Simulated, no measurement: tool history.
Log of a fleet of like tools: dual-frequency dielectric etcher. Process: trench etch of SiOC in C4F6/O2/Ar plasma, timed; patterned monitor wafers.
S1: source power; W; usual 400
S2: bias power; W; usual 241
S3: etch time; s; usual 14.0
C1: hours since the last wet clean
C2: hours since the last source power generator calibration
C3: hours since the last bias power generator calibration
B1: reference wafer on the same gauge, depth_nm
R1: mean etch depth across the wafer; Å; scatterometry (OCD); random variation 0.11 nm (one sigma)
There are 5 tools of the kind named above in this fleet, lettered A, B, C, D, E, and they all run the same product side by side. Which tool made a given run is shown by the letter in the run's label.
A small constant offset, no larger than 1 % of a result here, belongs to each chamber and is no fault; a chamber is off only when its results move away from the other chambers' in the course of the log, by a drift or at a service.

Run 1E, hour 3.5: usual settings; C1 382.1; C2 634.8; C3 3972.8; B1 38.094. Result: R1 320.00 Å.
Run 2C, hour 6.8: usual settings; C1 291.3; C2 2330.8; C3 1465.8; B1 38.113. Result: R1 316.42 Å.
Run 3D, hour 9.5: usual settings; C1 517.7; C2 1800.5; C3 1320.9; B1 38.150. Result: R1 321.46 Å.
Run 4A, hour 12.1: usual settings; C1 155.5; C2 1935.1; C3 1813.6; B1 38.123. Result: R1 317.27 Å.
Run 5B, hour 15.1: usual settings; C1 63.2; C2 2821.2; C3 72.0; B1 38.087. Result: R1 321.50 Å.
Run 6D, hour 17.9: usual settings; C1 526.1; C2 1808.9; C3 1329.3; B1 38.094. Result: R1 321.10 Å.
Run 7E, hour 21.4: usual settings but S1 490 W; C1 400.0; C2 652.7; C3 3990.7; B1 38.113. Result: R1 342.66 Å.
Run 8A, hour 24.5: usual settings but S1 490 W; C1 167.9; C2 1947.5; C3 1826.0; B1 38.128. Result: R1 345.12 Å.
At hour 29.0: chamber E: bias power generator calibrated.
Run 9C, hour 29.4: usual settings but S1 490 W; C1 313.9; C2 2353.4; C3 1488.4; B1 38.106. Result: R1 343.59 Å.
Run 10B, hour 32.3: usual settings but S1 490 W; C1 80.4; C2 2838.4; C3 89.2; B1 38.085. Result: R1 351.79 Å.
At hour 32.9: chamber D: wet clean of the chamber.
At hour 37.5: chamber E: wet clean of the chamber.
Run 11A, hour 37.6: usual settings but S1 490 W; C1 181.0; C2 1960.6; C3 1839.1; B1 38.090. Result: R1 343.83 Å.
Run 12D, hour 40.7: usual settings but S3 16.0 s; C1 7.8; C2 1831.7; C3 1352.1; B1 38.114. Result: R1 366.26 Å.
Run 13B, hour 46.3: usual settings but S3 16.0 s; C1 94.4; C2 2852.4; C3 103.2; B1 38.070. Result: R1 366.70 Å.
Run 14E, hour 50.6: usual settings but S3 16.0 s; C1 13.2; C2 681.9; C3 21.7; B1 38.094. Result: R1 363.85 Å.
Run 15C, hour 56.0: usual settings but S3 16.0 s; C1 340.5; C2 2380.0; C3 1515.0; B1 38.116. Result: R1 363.14 Å.
Run 16D, hour 59.7: usual settings but S3 16.0 s; C1 26.8; C2 1850.7; C3 1371.1; B1 38.109. Result: R1 365.99 Å.
Run 17E, hour 64.1: usual settings; C1 26.7; C2 695.4; C3 35.2; B1 38.102. Result: R1 317.82 Å.
Run 18C, hour 67.1: usual settings; C1 351.6; C2 2391.1; C3 1526.1; B1 38.063. Result: R1 317.66 Å.
Run 19B, hour 70.8: usual settings but S3 15.5 s; C1 118.9; C2 2876.9; C3 127.7; B1 38.098. Result: R1 357.21 Å.
Run 20A, hour 75.8: usual settings but S3 15.5 s; C1 219.2; C2 1998.8; C3 1877.3; B1 38.090. Result: R1 352.27 Å.
Run 21A, hour 80.0: usual settings but S3 15.5 s; C1 223.4; C2 2003.0; C3 1881.5; B1 38.128. Result: R1 351.88 Å.
Run 22B, hour 83.6: usual settings but S3 15.5 s; C1 131.7; C2 2889.7; C3 140.5; B1 38.106. Result: R1 357.36 Å.
Run 23E, hour 86.9: usual settings but S3 15.5 s; C1 49.5; C2 718.2; C3 58.0; B1 38.106. Result: R1 354.03 Å.
Run 24D, hour 90.6: usual settings; C1 57.7; C2 1881.6; C3 1402.0; B1 38.096. Result: R1 319.46 Å.
Run 25C, hour 93.7: usual settings; C1 378.2; C2 2417.7; C3 1552.7; B1 38.092. Result: R1 317.18 Å.
Run 26C, hour 99.3: usual settings; C1 383.8; C2 2423.3; C3 1558.3; B1 38.128. Result: R1 315.63 Å.
Run 27E, hour 104.7: usual settings; C1 67.3; C2 736.0; C3 75.8; B1 38.101. Result: R1 320.03 Å.
Run 28D, hour 108.6: usual settings; C1 75.7; C2 1899.6; C3 1420.0; B1 38.108. Result: R1 319.78 Å.
Run 29B, hour 111.4: usual settings; C1 159.5; C2 2917.5; C3 168.3; B1 38.095. Result: R1 321.69 Å.
Run 30A, hour 115.7: usual settings; C1 259.1; C2 2038.7; C3 1917.2; B1 38.125. Result: R1 320.97 Å.
Run 31C, hour 121.2: usual settings; C1 405.7; C2 2445.2; C3 1580.2; B1 38.103. Result: R1 316.49 Å.
Run 32E, hour 125.5: usual settings; C1 88.1; C2 756.8; C3 96.6; B1 38.103. Result: R1 318.02 Å.
Run 33B, hour 130.4: usual settings; C1 178.5; C2 2936.5; C3 187.3; B1 38.107. Result: R1 321.46 Å.

Decide between three cases: one chamber stands off from its peers, the gauge reading all wafers drifts, or nothing is wrong past each chamber's small offset. Where a chamber is off, say which and what most likely put it there.

Beyond each chamber's small constant offset nothing stands out, and the gauge stays steady.
